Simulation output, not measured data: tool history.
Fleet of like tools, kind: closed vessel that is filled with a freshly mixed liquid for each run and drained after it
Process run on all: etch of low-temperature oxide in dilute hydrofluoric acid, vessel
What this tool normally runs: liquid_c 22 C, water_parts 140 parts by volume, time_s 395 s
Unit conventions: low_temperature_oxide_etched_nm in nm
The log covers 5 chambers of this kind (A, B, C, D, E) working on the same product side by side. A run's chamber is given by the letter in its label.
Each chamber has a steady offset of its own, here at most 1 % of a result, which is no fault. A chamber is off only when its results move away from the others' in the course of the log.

run   hour  liquid_c  water_parts  time_s  read-back film thickness of the low-temperature oxide reference wafer, read on the same gauge (nm)  low_temperature_oxide_etched_nm
       3.2  -- chamber E: thermometer replaced
 1E    8.4        22          140     395                                                                                              59.997                           52.286
 2D     18        22          140     395                                                                                              59.997                            51.61
 3A   29.8        22          140     395                                                                                              59.994                           52.829
 4B   36.3        22          140     395                                                                                              60.038                           52.533
 5C   42.9        22          140     395                                                                                              60.003                           51.578
      45.8  -- chamber D: hydrofluoric acid flow meter replaced
 6B   48.9        22          140     395                                                                                              60.012                           52.569
 7E   56.9        19          105     395                                                                                               60.03                            64.52
 8A   68.5        19          105     395                                                                                              60.009                           64.219
 9D   75.1        19          105     395                                                                                              60.025                           64.231
10C   83.6        19          105     395                                                                                              60.033                           63.119
11D     94        19          105     395                                                                                              60.004                           64.043
12B  103.9        22          140     395                                                                                              59.989                           52.279
13E    115        22          140     395                                                                                              60.013                             52.7
14C  123.6        22          140     395                                                                                              59.972                           51.995
15A  134.1        22          205     235                                                                                              59.994                           20.008
16C  142.7        22          205     235                                                                                              60.015                           19.995
17D  154.3        22          205     235                                                                                              59.981                           19.515
18B  164.2        22          205     235                                                                                              60.013                           19.924
19E  174.4        22          205     235                                                                                              59.981                           19.711
20A  185.3        22          140     395                                                                                              59.982                           51.755
21D  194.4        22          140     395                                                                                              59.948                           51.944
22C  200.3        22          140     395                                                                                                  60                           51.873
23B  208.6        22          110     395                                                                                              59.992                           69.249
24E  218.4        22          110     395                                                                                              59.989                           69.628
25A  227.4        22          110     395                                                                                              59.987                           67.877
26B    238        22          110     395                                                                                              59.987                           69.013
27D  246.3        22          110     395                                                                                              59.972                           68.053
28A  254.7      19.5          140     395                                                                                              60.014                           46.331
29C  262.1      19.5          140     395                                                                                              59.982                           46.597
30E  271.4      19.5          140     395                                                                                              59.996                           47.073
31E  281.3      19.5          140     395                                                                                              59.968                           47.006
32B  286.5      19.5          140     395                                                                                              60.008                            47.67
33C  292.1        22          140     395                                                                                              59.996                           51.823
34D  303.4        22          140     395                                                                                              60.019                           51.717
35A  312.1        22          140     395                                                                                              60.013                           51.294
36B  323.4        22          140     395                                                                                              60.016                           52.677
37D  328.9        22          140     395                                                                                              59.991                           52.084
38A  337.4        22          140     395                                                                                              59.964                           50.726
39C  343.7        22          140     395                                                                                              60.011                           51.911
40E  354.3        22          140     395                                                                                              60.013                           52.197
41C  362.7        26          140     395                                                                                              60.001                           60.401
42D  369.3        26          140     395                                                                                              60.015                           60.376
43A  375.6        26          140     395                                                                                              60.017                           58.982
44E  381.2        26          140     395                                                                                              59.993                           61.378

The same settings go to every chamber for the next run, one line per chamber below. Forecast the results for each:
45A  389.8        22          165     395                                                                                                                                    ?
45B  389.8        22          165     395                                                                                                                                    ?
45C  389.8        22          165     395                                                                                                                                    ?
45D  389.8        22          165     395                                                                                                                                    ?
45E  389.8        22          165     395                                                                                                                                    ?

run  low_temperature_oxide_etched_nm
45A                           41.324
45B                           43.567
45C                           42.989
45D                           42.514
45E                            43.21

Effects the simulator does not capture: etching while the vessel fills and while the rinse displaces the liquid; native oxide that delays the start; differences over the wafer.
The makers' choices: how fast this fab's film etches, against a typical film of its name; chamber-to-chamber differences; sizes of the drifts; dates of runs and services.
